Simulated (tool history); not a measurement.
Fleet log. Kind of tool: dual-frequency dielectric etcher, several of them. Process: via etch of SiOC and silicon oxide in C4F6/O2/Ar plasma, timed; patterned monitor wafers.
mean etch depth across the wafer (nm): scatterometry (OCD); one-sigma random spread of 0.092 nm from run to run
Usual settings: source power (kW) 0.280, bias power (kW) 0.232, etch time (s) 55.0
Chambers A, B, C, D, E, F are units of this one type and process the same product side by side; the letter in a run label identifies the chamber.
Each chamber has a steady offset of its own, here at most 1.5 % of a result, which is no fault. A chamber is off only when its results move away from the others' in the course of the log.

run,day,source power (kW),bias power (kW),etch time (s),"read-back reference wafer on the same gauge, depth_nm",mean etch depth across the wafer (nm)
1C,0.375,0.280,0.232,55.0,55.201,58.289
2E,0.821,0.280,0.232,55.0,55.214,59.285
# day 1.033: chamber B: wet clean of the chamber
3D,1.271,0.280,0.232,55.0,55.227,59.006
# day 1.558: chamber F: wet clean of the chamber
4F,1.683,0.280,0.232,55.0,55.257,58.994
# day 1.804: chamber E: wet clean of the chamber
5A,2.129,0.280,0.232,55.0,55.255,59.591
6B,2.488,0.280,0.232,55.0,55.289,58.632
# day 2.758: chamber D: wet clean of the chamber
7A,2.821,0.280,0.232,55.0,55.290,59.684
8F,3.254,0.280,0.270,55.0,55.291,61.985
9E,3.700,0.280,0.270,55.0,55.303,62.269
10D,4.112,0.280,0.270,55.0,55.299,62.288
11C,4.583,0.280,0.270,55.0,55.314,61.397
12B,4.871,0.280,0.270,55.0,55.344,61.751
13C,5.329,0.280,0.270,55.0,55.321,61.443
14B,5.633,0.280,0.232,55.0,55.345,58.731
15D,5.983,0.280,0.232,55.0,55.341,59.110
16F,6.346,0.280,0.232,55.0,55.383,59.048
17A,6.800,0.280,0.232,55.0,55.372,59.720
18E,7.125,0.280,0.232,55.0,55.372,59.269
19A,7.375,0.280,0.232,55.0,55.394,59.651
20C,7.612,0.280,0.232,55.0,55.386,58.128
21D,7.846,0.280,0.232,55.0,55.387,59.340
# day 7.962: chamber C: wet clean of the chamber
22E,8.171,0.280,0.232,55.0,55.404,59.482
23F,8.500,0.280,0.232,55.0,55.411,59.054
24B,8.833,0.280,0.232,55.0,55.443,58.755
# day 9.154: chamber A: wet clean of the chamber
25F,9.204,0.280,0.232,55.0,55.422,58.955
26E,9.579,0.280,0.232,55.0,55.448,59.273
27C,9.954,0.280,0.232,55.0,55.452,58.372
# day 9.958: chamber C: bias power generator calibrated
28A,10.321,0.310,0.232,63.5,55.472,71.735
29B,10.592,0.310,0.232,63.5,55.459,70.459
30D,10.925,0.310,0.232,63.5,55.443,71.401
31D,11.317,0.310,0.232,63.5,55.480,71.173
32A,11.596,0.310,0.232,63.5,55.523,71.890
33E,11.954,0.310,0.232,63.5,55.496,71.132
34F,12.267,0.280,0.232,55.0,55.492,59.261
35C,12.483,0.280,0.232,55.0,55.536,58.356
36B,12.746,0.280,0.261,55.0,55.545,61.332
37F,13.067,0.280,0.261,55.0,55.542,61.678
38B,13.375,0.280,0.261,55.0,55.546,61.313
39A,13.579,0.280,0.261,55.0,55.542,62.437

What goes on in this fleet: one chamber off, a drifting gauge, or nothing beyond the chambers' own small offsets? Name the chamber and the cause, if any.

The gauge drifts, so all chambers seem to drift together. No chamber is off.
Likeliest cause: gauge reads high (%) = 0.637.
